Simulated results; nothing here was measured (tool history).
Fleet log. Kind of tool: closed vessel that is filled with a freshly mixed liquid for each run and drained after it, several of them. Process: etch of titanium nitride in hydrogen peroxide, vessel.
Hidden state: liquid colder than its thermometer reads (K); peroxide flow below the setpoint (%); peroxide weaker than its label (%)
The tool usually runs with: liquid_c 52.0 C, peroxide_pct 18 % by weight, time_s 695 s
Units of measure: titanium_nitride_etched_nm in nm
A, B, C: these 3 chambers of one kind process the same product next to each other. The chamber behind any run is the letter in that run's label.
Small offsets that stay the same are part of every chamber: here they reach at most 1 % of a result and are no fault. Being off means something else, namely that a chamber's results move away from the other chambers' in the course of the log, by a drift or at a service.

| run | hour | liquid_c | peroxide_pct | time_s | hours since the thermometer was replaced | hours since the peroxide flow meter was replaced | hours since the drum of peroxide was connected | read-back film thickness of the titanium nitride reference wafer, read on the same gauge (nm) | titanium_nitride_etched_nm |
|---|---|---|---|---|---|---|---|---|---|
| 1C | 4.1 | 52.0 | 18 | 695 | 1713.4 | 273.6 | 59.8 | 130.02 | 40.072 |
| 2A | 8.6 | 52.0 | 18 | 695 | 607.3 | 1034.2 | 146.6 | 130.02 | 39.082 |
| 3B | 10.9 | 52.0 | 18 | 695 | 504.2 | 367.1 | 77.7 | 130.00 | 39.938 |
| 4C | 15.2 | 52.0 | 18 | 695 | 1724.5 | 284.7 | 70.9 | 129.96 | 39.844 |
| 5A | 18.7 | 52.0 | 18 | 695 | 617.4 | 1044.3 | 156.7 | 130.00 | 39.243 |
| 6B | 21.3 | 52.0 | 18 | 695 | 514.6 | 377.5 | 88.1 | 129.98 | 39.606 |
| 7C | 25.5 | 52.0 | 18 | 695 | 1734.8 | 295.0 | 81.2 | 130.01 | 39.165 |
|  | 26.2 | chamber C: thermometer replaced |
| 8A | 29.3 | 52.0 | 18 | 695 | 628.0 | 1054.9 | 167.3 | 129.98 | 39.972 |
| 9B | 32.1 | 52.0 | 18 | 695 | 525.4 | 388.3 | 98.9 | 129.98 | 40.240 |
| 10B | 35.8 | 52.0 | 18 | 695 | 529.1 | 392.0 | 102.6 | 130.02 | 40.329 |
| 11C | 40.3 | 52.0 | 18 | 695 | 14.1 | 309.8 | 96.0 | 129.94 | 40.685 |
| 12A | 43.2 | 52.0 | 18 | 695 | 641.9 | 1068.8 | 181.2 | 129.99 | 40.377 |
| 13A | 46.1 | 52.0 | 18 | 695 | 644.8 | 1071.7 | 184.1 | 129.99 | 40.289 |
| 14C | 50.6 | 52.0 | 18 | 695 | 24.4 | 320.1 | 106.3 | 130.00 | 40.238 |
| 15B | 53.4 | 52.0 | 18 | 695 | 546.7 | 409.6 | 120.2 | 130.02 | 40.158 |
| 16B | 57.7 | 52.0 | 18 | 695 | 551.0 | 413.9 | 124.5 | 130.03 | 40.055 |
| 17A | 60.8 | 52.0 | 18 | 695 | 659.5 | 1086.4 | 198.8 | 130.02 | 39.336 |
| 18C | 63.3 | 52.0 | 18 | 695 | 37.1 | 332.8 | 119.0 | 130.00 | 40.027 |
| 19A | 67.4 | 52.0 | 18 | 695 | 666.1 | 1093.0 | 205.4 | 130.05 | 38.744 |
| 20B | 72.4 | 52.0 | 18 | 695 | 565.7 | 428.6 | 139.2 | 129.97 | 40.831 |
| 21C | 76.7 | 56.5 | 18 | 695 | 50.5 | 346.2 | 132.4 | 129.99 | 54.956 |
| 22C | 79.9 | 56.5 | 18 | 695 | 53.7 | 349.4 | 135.6 | 130.00 | 54.909 |
| 23B | 84.7 | 56.5 | 18 | 695 | 578.0 | 440.9 | 151.5 | 130.01 | 54.946 |
| 24A | 87.1 | 52.0 | 18 | 695 | 685.8 | 1112.7 | 225.1 | 130.01 | 38.130 |
| 25A | 92.2 | 52.0 | 18 | 695 | 690.9 | 1117.8 | 230.2 | 130.03 | 37.447 |
| 26C | 94.6 | 52.0 | 18 | 695 | 68.4 | 364.1 | 150.3 | 130.00 | 39.747 |
| 27B | 98.1 | 52.0 | 18 | 695 | 591.4 | 454.3 | 164.9 | 130.00 | 39.839 |
| 28A | 102.4 | 52.0 | 18 | 695 | 701.1 | 1128.0 | 240.4 | 129.99 | 37.203 |
|  | 104.3 | chamber B: thermometer replaced |
| 29B | 106.1 | 52.0 | 18 | 695 | 1.8 | 462.3 | 172.9 | 130.01 | 39.906 |
| 30C | 109.0 | 52.0 | 18 | 695 | 82.8 | 378.5 | 164.7 | 129.95 | 39.802 |
| 31C | 111.3 | 52.0 | 18 | 695 | 85.1 | 380.8 | 167.0 | 129.97 | 39.979 |
| 32B | 115.8 | 52.0 | 18 | 695 | 11.5 | 472.0 | 182.6 | 130.01 | 40.264 |
| 33A | 118.9 | 52.0 | 18 | 695 | 717.6 | 1144.5 | 256.9 | 130.00 | 37.344 |
| 34C | 123.2 | 45.5 | 18 | 695 | 97.0 | 392.7 | 178.9 | 130.01 | 24.919 |
| 35A | 127.8 | 45.5 | 18 | 695 | 726.5 | 1153.4 | 265.8 | 130.02 | 22.359 |
| 36B | 130.4 | 45.5 | 18 | 695 | 26.1 | 486.6 | 197.2 | 129.98 | 25.161 |
| 37B | 134.0 | 52.0 | 18 | 695 | 29.7 | 490.2 | 200.8 | 130.01 | 40.979 |
| 38A | 136.2 | 52.0 | 18 | 695 | 734.9 | 1161.8 | 274.2 | 130.02 | 35.603 |
| 39C | 140.0 | 52.0 | 18 | 695 | 113.8 | 409.5 | 195.7 | 129.98 | 40.048 |

All chambers now run identical settings, listed one chamber a line with results as question marks. What results will each chamber show?
| 40A | 143.6 | 52.0 | 18 | 695 |  |  |  |  | ? |
| 40B | 143.6 | 52.0 | 18 | 695 |  |  |  |  | ? |
| 40C | 143.6 | 52.0 | 18 | 695 |  |  |  |  | ? |

| run | titanium_nitride_etched_nm |
|---|---|
| 40A | 35.632 |
| 40B | 39.790 |
| 40C | 39.218 |
